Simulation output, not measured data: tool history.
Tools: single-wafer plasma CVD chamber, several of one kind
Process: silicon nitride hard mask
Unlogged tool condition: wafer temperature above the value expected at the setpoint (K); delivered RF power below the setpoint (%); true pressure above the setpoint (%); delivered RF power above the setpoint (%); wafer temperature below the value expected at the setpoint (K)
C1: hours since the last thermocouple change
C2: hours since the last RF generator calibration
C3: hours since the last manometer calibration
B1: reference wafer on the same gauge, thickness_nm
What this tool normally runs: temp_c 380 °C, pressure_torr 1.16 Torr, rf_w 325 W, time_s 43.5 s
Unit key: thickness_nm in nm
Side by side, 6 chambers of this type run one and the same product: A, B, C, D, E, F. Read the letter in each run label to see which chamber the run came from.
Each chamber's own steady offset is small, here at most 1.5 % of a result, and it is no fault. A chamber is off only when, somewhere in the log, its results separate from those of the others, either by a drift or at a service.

run 1F hour=6.7 | temp_c=380 pressure_torr=1.16 rf_w=325 time_s=43.5 | C1=42.7 C2=286.4 C3=1173.9 | B1=54.2 | thickness_nm=48.513
run 2D hour=22.1 | temp_c=380 pressure_torr=1.16 rf_w=325 time_s=43.5 | C1=1813.7 C2=348.7 C3=206.7 | B1=54.225 | thickness_nm=48.591
run 3A hour=30.4 | temp_c=380 pressure_torr=1.16 rf_w=325 time_s=43.5 | C1=935.7 C2=1291.4 C3=1036.2 | B1=54.218 | thickness_nm=47.668
run 4E hour=40.5 | temp_c=380 pressure_torr=1.16 rf_w=325 time_s=43.5 | C1=2568.5 C2=1478.9 C3=1847.3 | B1=54.241 | thickness_nm=48.518
run 5B hour=53.4 | temp_c=380 pressure_torr=1.16 rf_w=325 time_s=43.5 | C1=444.7 C2=86.9 C3=991.6 | B1=54.225 | thickness_nm=48.559
run 6C hour=61 | temp_c=380 pressure_torr=1.16 rf_w=325 time_s=43.5 | C1=896.7 C2=233.7 C3=871.5 | B1=54.239 | thickness_nm=48.598
run 7A hour=75.2 | temp_c=380 pressure_torr=1.16 rf_w=325 time_s=43.5 | C1=980.5 C2=1336.2 C3=1081 | B1=54.24 | thickness_nm=47.827
-- hour=78.4 chamber C: thermocouple changed; heater temperature recalibrated
-- hour=87.7 chamber E: thermocouple changed; heater temperature recalibrated
run 8D hour=87.9 | temp_c=380 pressure_torr=1.16 rf_w=325 time_s=43.5 | C1=1879.5 C2=414.5 C3=272.5 | B1=54.257 | thickness_nm=48.686
run 9F hour=97.1 | temp_c=380 pressure_torr=1.16 rf_w=325 time_s=43.5 | C1=133.1 C2=376.8 C3=1264.3 | B1=54.245 | thickness_nm=48.534
run 10B hour=111.1 | temp_c=380 pressure_torr=1.16 rf_w=325 time_s=43.5 | C1=502.4 C2=144.6 C3=1049.3 | B1=54.273 | thickness_nm=48.434
run 11C hour=125 | temp_c=380 pressure_torr=1.16 rf_w=325 time_s=43.5 | C1=46.6 C2=297.7 C3=935.5 | B1=54.281 | thickness_nm=48.675
run 12E hour=138.1 | temp_c=380 pressure_torr=1.16 rf_w=325 time_s=43.5 | C1=50.4 C2=1576.5 C3=1944.9 | B1=54.275 | thickness_nm=48.373
run 13A hour=152.9 | temp_c=380 pressure_torr=1.16 rf_w=325 time_s=43.5 | C1=1058.2 C2=1413.9 C3=1158.7 | B1=54.27 | thickness_nm=47.707
run 14B hour=164.6 | temp_c=393 pressure_torr=1.16 rf_w=270 time_s=43.5 | C1=555.9 C2=198.1 C3=1102.8 | B1=54.297 | thickness_nm=42.624
run 15C hour=173.5 | temp_c=393 pressure_torr=1.16 rf_w=270 time_s=43.5 | C1=95.1 C2=346.2 C3=984 | B1=54.3 | thickness_nm=42.808
-- hour=180.3 chamber D: thermocouple changed; heater temperature recalibrated
run 16E hour=181.4 | temp_c=393 pressure_torr=1.16 rf_w=270 time_s=43.5 | C1=93.7 C2=1619.8 C3=1988.2 | B1=54.322 | thickness_nm=42.509
run 17F hour=192.8 | temp_c=393 pressure_torr=1.16 rf_w=270 time_s=43.5 | C1=228.8 C2=472.5 C3=1360 | B1=54.322 | thickness_nm=42.81
run 18D hour=202.8 | temp_c=393 pressure_torr=1.16 rf_w=270 time_s=43.5 | C1=22.5 C2=529.4 C3=387.4 | B1=54.327 | thickness_nm=42.882
run 19A hour=215.2 | temp_c=393 pressure_torr=1.16 rf_w=270 time_s=43.5 | C1=1120.5 C2=1476.2 C3=1221 | B1=54.299 | thickness_nm=41.96
run 20B hour=227.2 | temp_c=380 pressure_torr=1.16 rf_w=325 time_s=43.5 | C1=618.5 C2=260.7 C3=1165.4 | B1=54.343 | thickness_nm=48.609
run 21C hour=238.2 | temp_c=390 pressure_torr=1.16 rf_w=325 time_s=39.5 | C1=159.8 C2=410.9 C3=1048.7 | B1=54.336 | thickness_nm=44.074
run 22E hour=249.8 | temp_c=390 pressure_torr=1.16 rf_w=325 time_s=39.5 | C1=162.1 C2=1688.2 C3=2056.6 | B1=54.359 | thickness_nm=44.016
run 23F hour=263 | temp_c=390 pressure_torr=1.16 rf_w=325 time_s=39.5 | C1=299 C2=542.7 C3=1430.2 | B1=54.356 | thickness_nm=44.112
run 24D hour=273.5 | temp_c=390 pressure_torr=1.16 rf_w=325 time_s=39.5 | C1=93.2 C2=600.1 C3=458.1 | B1=54.365 | thickness_nm=44.14
run 25C hour=285.5 | temp_c=390 pressure_torr=1.16 rf_w=325 time_s=39.5 | C1=207.1 C2=458.2 C3=1096 | B1=54.369 | thickness_nm=44.082
run 26B hour=299.9 | temp_c=390 pressure_torr=1.16 rf_w=325 time_s=39.5 | C1=691.2 C2=333.4 C3=1238.1 | B1=54.384 | thickness_nm=44.038
-- hour=304.1 chamber C: capacitance manometer re-zeroed and calibrated
run 27D hour=307.9 | temp_c=380 pressure_torr=1.16 rf_w=325 time_s=43.5 | C1=127.6 C2=634.5 C3=492.5 | B1=54.369 | thickness_nm=48.777
run 28F hour=315.7 | temp_c=380 pressure_torr=1.16 rf_w=325 time_s=43.5 | C1=351.7 C2=595.4 C3=1482.9 | B1=54.377 | thickness_nm=48.697
run 29E hour=328.4 | temp_c=380 pressure_torr=1.16 rf_w=325 time_s=43.5 | C1=240.7 C2=1766.8 C3=2135.2 | B1=54.407 | thickness_nm=48.549
run 30A hour=339.2 | temp_c=380 pressure_torr=1.16 rf_w=325 time_s=43.5 | C1=1244.5 C2=1600.2 C3=1345 | B1=54.392 | thickness_nm=47.855
run 31A hour=353.3 | temp_c=380 pressure_torr=1.16 rf_w=325 time_s=43.5 | C1=1258.6 C2=1614.3 C3=1359.1 | B1=54.399 | thickness_nm=47.855
run 32B hour=363.9 | temp_c=380 pressure_torr=1.16 rf_w=325 time_s=43.5 | C1=755.2 C2=397.4 C3=1302.1 | B1=54.398 | thickness_nm=48.741
run 33F hour=378.4 | temp_c=369 pressure_torr=1.16 rf_w=325 time_s=43.5 | C1=414.4 C2=658.1 C3=1545.6 | B1=54.438 | thickness_nm=48.956
run 34D hour=385.4 | temp_c=369 pressure_torr=1.16 rf_w=325 time_s=43.5 | C1=205.1 C2=712 C3=570 | B1=54.423 | thickness_nm=49.086
run 35E hour=398.6 | temp_c=369 pressure_torr=1.16 rf_w=325 time_s=43.5 | C1=310.9 C2=1837 C3=2205.4 | B1=54.443 | thickness_nm=48.779
run 36C hour=409.2 | temp_c=369 pressure_torr=1.16 rf_w=325 time_s=43.5 | C1=330.8 C2=581.9 C3=105.2 | B1=54.448 | thickness_nm=48.947
run 37E hour=420.7 | temp_c=369 pressure_torr=1.16 rf_w=325 time_s=43.5 | C1=333 C2=1859.1 C3=2227.5 | B1=54.449 | thickness_nm=48.929
run 38A hour=435.8 | temp_c=369 pressure_torr=1.16 rf_w=325 time_s=43.5 | C1=1341.1 C2=1696.8 C3=1441.6 | B1=54.447 | thickness_nm=47.942
run 39D hour=448.4 | temp_c=380 pressure_torr=1.16 rf_w=325 time_s=43.5 | C1=268.1 C2=775 C3=633 | B1=54.446 | thickness_nm=48.807
run 40F hour=459.5 | temp_c=380 pressure_torr=1.16 rf_w=325 time_s=43.5 | C1=495.5 C2=739.2 C3=1626.7 | B1=54.474 | thickness_nm=48.684
run 41B hour=466.1 | temp_c=380 pressure_torr=1.16 rf_w=325 time_s=43.5 | C1=857.4 C2=499.6 C3=1404.3 | B1=54.499 | thickness_nm=48.798
run 42C hour=474.4 | temp_c=380 pressure_torr=1.16 rf_w=325 time_s=43.5 | C1=396 C2=647.1 C3=170.4 | B1=54.481 | thickness_nm=48.928
run 43C hour=489.1 | temp_c=368 pressure_torr=1.16 rf_w=290 time_s=43.5 | C1=410.7 C2=661.8 C3=185.1 | B1=54.508 | thickness_nm=45.53
run 44B hour=495.9 | temp_c=368 pressure_torr=1.16 rf_w=290 time_s=43.5 | C1=887.2 C2=529.4 C3=1434.1 | B1=54.47 | thickness_nm=45.364

Next, all 6 chambers run the settings below, one line each with question marks for the results. What does each chamber give?
run 45A hour=506.8 | temp_c=380 pressure_torr=1.16 rf_w=325 time_s=43.5 | thickness_nm=?
run 45B hour=506.8 | temp_c=380 pressure_torr=1.16 rf_w=325 time_s=43.5 | thickness_nm=?
run 45C hour=506.8 | temp_c=380 pressure_torr=1.16 rf_w=325 time_s=43.5 | thickness_nm=?
run 45D hour=506.8 | temp_c=380 pressure_torr=1.16 rf_w=325 time_s=43.5 | thickness_nm=?
run 45E hour=506.8 | temp_c=380 pressure_torr=1.16 rf_w=325 time_s=43.5 | thickness_nm=?
run 45F hour=506.8 | temp_c=380 pressure_torr=1.16 rf_w=325 time_s=43.5 | thickness_nm=?

run=45A thickness_nm=47.956
run=45B thickness_nm=48.871
run=45C thickness_nm=48.87
run=45D thickness_nm=49.004
run=45E thickness_nm=48.687
run=45F thickness_nm=48.944

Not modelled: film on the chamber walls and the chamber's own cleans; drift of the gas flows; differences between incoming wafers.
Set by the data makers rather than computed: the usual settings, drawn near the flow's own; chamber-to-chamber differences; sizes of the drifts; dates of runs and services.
